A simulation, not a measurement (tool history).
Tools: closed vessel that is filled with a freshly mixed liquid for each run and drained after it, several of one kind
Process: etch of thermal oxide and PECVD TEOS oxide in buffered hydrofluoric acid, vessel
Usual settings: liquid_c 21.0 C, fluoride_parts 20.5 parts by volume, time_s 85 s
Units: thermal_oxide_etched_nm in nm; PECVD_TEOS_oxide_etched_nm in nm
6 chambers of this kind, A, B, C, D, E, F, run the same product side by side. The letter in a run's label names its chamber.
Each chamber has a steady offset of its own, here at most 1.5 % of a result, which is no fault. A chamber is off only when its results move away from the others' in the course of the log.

run	hour	liquid_c	fluoride_parts	time_s	read-back film thickness of the thermal oxide reference wafer, read on the same gauge (nm)	read-back film thickness of the PECVD TEOS oxide reference wafer, read on the same gauge (nm)	thermal_oxide_etched_nm	PECVD_TEOS_oxide_etched_nm
1F	5.7	21.0	20.5	85	90.008	69.957	45.097	46.569
2A	12.0	21.0	20.5	85	89.986	70.000	45.006	46.488
3D	16.4	21.0	20.5	85	89.986	69.979	45.379	46.193
4B	23.0	21.0	20.5	85	89.991	69.986	44.968	46.887
5C	29.0	21.0	20.5	85	89.984	70.019	46.168	45.570
6E	35.3	21.0	20.5	85	89.986	69.981	45.440	45.989
7C	41.3	21.0	20.5	85	89.992	69.973	45.557	46.084
8B	47.2	26.0	15.5	85	89.999	69.980	79.144	79.774
9F	52.8	26.0	15.5	85	89.999	70.028	75.996	78.654
10D	59.4	26.0	15.5	85	90.023	70.000	77.009	78.035
11A	63.6	26.0	15.5	85	89.999	70.000	77.696	79.754
12E	69.5	26.0	15.5	85	89.989	70.077	78.808	79.897
13B	75.6	26.0	15.5	85	89.997	69.981	78.815	80.424
14E	82.7	18.5	24.0	85	90.007	69.943	35.691	35.777
15F	87.5	18.5	24.0	85	90.005	69.971	36.005	36.344
16A	91.0	18.5	24.0	85	89.984	69.980	35.412	36.121
17D	98.2	18.5	24.0	85	89.997	70.001	35.112	36.631
18C	103.1	18.5	24.0	85	89.987	70.005	35.799	35.948
19B	107.9	18.5	24.0	85	90.005	70.009	35.879	36.537
20A	112.9	21.0	20.5	85	90.005	69.981	44.277	45.478
21D	116.9	21.0	20.5	85	90.018	69.950	46.091	45.885
22E	121.3	21.0	20.5	85	90.021	70.004	45.384	45.919
23F	126.8	21.0	20.5	85	90.014	69.979	45.136	46.787
24C	133.8	21.0	20.5	85	90.000	69.984	46.012	45.994
25A	139.3	21.0	13.0	40	90.000	70.007	32.721	33.963
26C	145.5	21.0	13.0	40	89.994	70.043	34.051	34.265
27B	152.8	21.0	13.0	40	89.999	69.993	33.551	34.117
28F	158.9	21.0	13.0	40	90.003	69.988	33.151	33.786
29D	164.9	21.0	13.0	40	89.994	70.038	33.356	33.643
30E	168.8	21.0	13.0	40	89.990	70.029	33.262	34.113
31C	175.7	21.0	20.5	85	89.990	69.996	45.660	45.773
32F	182.7	21.0	20.5	85	90.011	70.026	45.731	46.705
33B	188.4	21.0	15.0	85	89.994	69.983	63.135	62.476
34A	196.2	21.0	15.0	85	90.012	69.951	61.135	62.249
35E	202.3	21.0	15.0	85	89.971	70.006	62.535	62.347
36D	206.0	21.0	15.0	85	90.031	69.967	60.687	62.585
37B	210.5	21.0	15.0	85	89.985	69.983	61.826	63.266
38C	216.6	21.0	15.0	85	90.005	69.979	62.122	62.685
# hour 217.6: chamber E: hydrofluoric acid flow meter replaced
39D	222.2	21.0	20.5	85	89.985	69.996	44.696	46.648
40E	226.3	21.0	20.5	85	90.011	70.047	45.614	46.117
# hour 227.7: chamber A: hydrofluoric acid flow meter replaced
41F	230.5	21.0	20.5	85	90.003	69.990	45.710	46.543
42A	235.5	21.0	20.5	85	89.988	69.946	46.065	46.385

All 6 chambers run these settings next. Forecast each chamber's results:
43A	241.2	19.0	20.5	85			?	?
43B	241.2	19.0	20.5	85			?	?
43C	241.2	19.0	20.5	85			?	?
43D	241.2	19.0	20.5	85			?	?
43E	241.2	19.0	20.5	85			?	?
43F	241.2	19.0	20.5	85			?	?

run	thermal_oxide_etched_nm	PECVD_TEOS_oxide_etched_nm
43A	40.292	41.106
43B	41.099	42.003
43C	41.401	41.563
43D	40.326	41.773
43E	40.448	40.898
43F	40.652	41.538

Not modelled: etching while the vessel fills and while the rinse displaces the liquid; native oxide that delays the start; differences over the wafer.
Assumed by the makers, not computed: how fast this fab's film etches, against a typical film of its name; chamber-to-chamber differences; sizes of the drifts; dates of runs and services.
